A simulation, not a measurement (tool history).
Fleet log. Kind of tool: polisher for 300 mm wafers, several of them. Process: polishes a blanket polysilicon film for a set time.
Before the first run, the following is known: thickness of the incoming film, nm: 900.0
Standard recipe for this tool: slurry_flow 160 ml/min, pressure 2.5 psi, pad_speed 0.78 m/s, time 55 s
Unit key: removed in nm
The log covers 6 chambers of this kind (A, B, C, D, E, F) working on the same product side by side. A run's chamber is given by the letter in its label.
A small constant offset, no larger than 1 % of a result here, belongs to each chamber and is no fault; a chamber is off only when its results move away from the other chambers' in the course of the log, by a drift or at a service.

run   hour  slurry_flow  pressure  pad_speed  time  removed
       0.2  -- chamber D: worn pad replaced by a new one
       3.5  -- chamber F: slurry nozzle cleaned
       4.6  -- chamber F: worn pad replaced by a new one
 1E    5.5          160       2.5       0.78    55   282.85
 2B   11.1          160       2.5       0.78    55   284.24
      15.3  -- chamber E: worn pad replaced by a new one
 3F   15.8          160       2.5       0.78    55   284.98
 4C   19.1          160       2.5       0.78    55   286.36
      24.1  -- chamber B: worn pad replaced by a new one
 5A   24.4          160       2.5       0.78    55   283.19
 6D   29.2          160       2.5       0.78    55   286.45
      30.7  -- chamber E: slurry nozzle cleaned
 7F   34.9          160       2.5       0.78    55    282.9
      39.1  -- chamber E: head pressure recalibrated
 8C   39.7          160       2.5       0.78    73   379.24
      40.6  -- chamber C: worn pad replaced by a new one
 9A   43.8          160       2.5       0.78    73   377.66
10B   48.2          160       2.5       0.78    73   378.64
        54  -- chamber E: worn pad replaced by a new one
11E   54.3          160       2.5       0.78    73   377.39
12D   59.5          160       2.5       0.78    73   378.29
      59.7  -- chamber A: worn pad replaced by a new one
13B   63.5          160       2.5       0.78    73   383.61
14D   67.9          160       2.2       0.78    55   249.43
      71.4  -- chamber D: worn pad replaced by a new one
15A   73.3          160       2.2       0.78    55   249.99
16F   77.3          160       2.2       0.78    55    249.3
17E   83.2          160       2.2       0.78    55   251.02
18C   86.2          160       2.2       0.78    55   251.93
19A   91.2          160       2.2       0.78    55   251.57
      93.7  -- chamber E: worn pad replaced by a new one
      96.1  -- chamber C: worn pad replaced by a new one
20B   96.2          160       2.5       0.78    55   291.67
21E  102.3          160       2.5       0.78    55   285.61
     105.1  -- chamber A: slurry nozzle cleaned
22C  108.2          160       2.5       0.78    55   287.43
     109.3  -- chamber F: worn pad replaced by a new one
23D  111.7          160       2.5       0.78    55   285.04
     114.8  -- chamber A: worn pad replaced by a new one
24F  117.1          160       2.5       0.78    55   284.64
25E  120.9          160       2.5       0.78    55   283.22
26F  125.4          160       2.5       0.78    55   282.64
27A  130.4          160       2.5       0.88    68   400.41
     132.1  -- chamber D: worn pad replaced by a new one
     134.5  -- chamber B: worn pad replaced by a new one
28C  135.5          160       2.5       0.88    68    398.4
29D  138.9          160       2.5       0.88    68   399.57
     139.4  -- chamber E: worn pad replaced by a new one
30B  144.7          160       2.5       0.88    68    415.3
     146.8  -- chamber C: worn pad replaced by a new one
31D  149.1          160       2.5       0.88    68   397.89
32E  153.2          160       2.5       0.88    68   392.73
33C  156.8          160       2.5       0.58    55   211.64
34B  162.2          160       2.5       0.58    55   225.68
35A  166.7          160       2.5       0.58    55   210.18
36F  172.9          160       2.5       0.58    55   210.16
37F  176.9          160       2.5       0.58    55   213.29
     180.9  -- chamber D: slurry nozzle cleaned
     181.2  -- chamber A: worn pad replaced by a new one
38C  182.9          160       2.5       0.58    55   212.92
     185.7  -- chamber E: worn pad replaced by a new one
39A  189.2          160       2.5       0.78    55   280.74
40B    194          160       2.5       0.64    40   181.17
41D  197.7          160       2.5       0.64    40    170.4
42E  203.8          160       2.5       0.64    40   169.18
43A  207.1          160       2.5       0.64    40   169.92
     209.7  -- chamber C: worn pad replaced by a new one
44C  212.3          160       2.5       0.64    40   170.59

All chambers now run identical settings, listed one chamber a line with results as question marks. What results will each chamber show?
45A  216.9          160       2.5       0.78    55        ?
45B  216.9          160       2.5       0.78    55        ?
45C  216.9          160       2.5       0.78    55        ?
45D  216.9          160       2.5       0.78    55        ?
45E  216.9          160       2.5       0.78    55        ?
45F  216.9          160       2.5       0.78    55        ?

run  removed
45A    284.1
45B   305.89
45C   286.65
45D   285.22
45E    283.7
45F   282.55
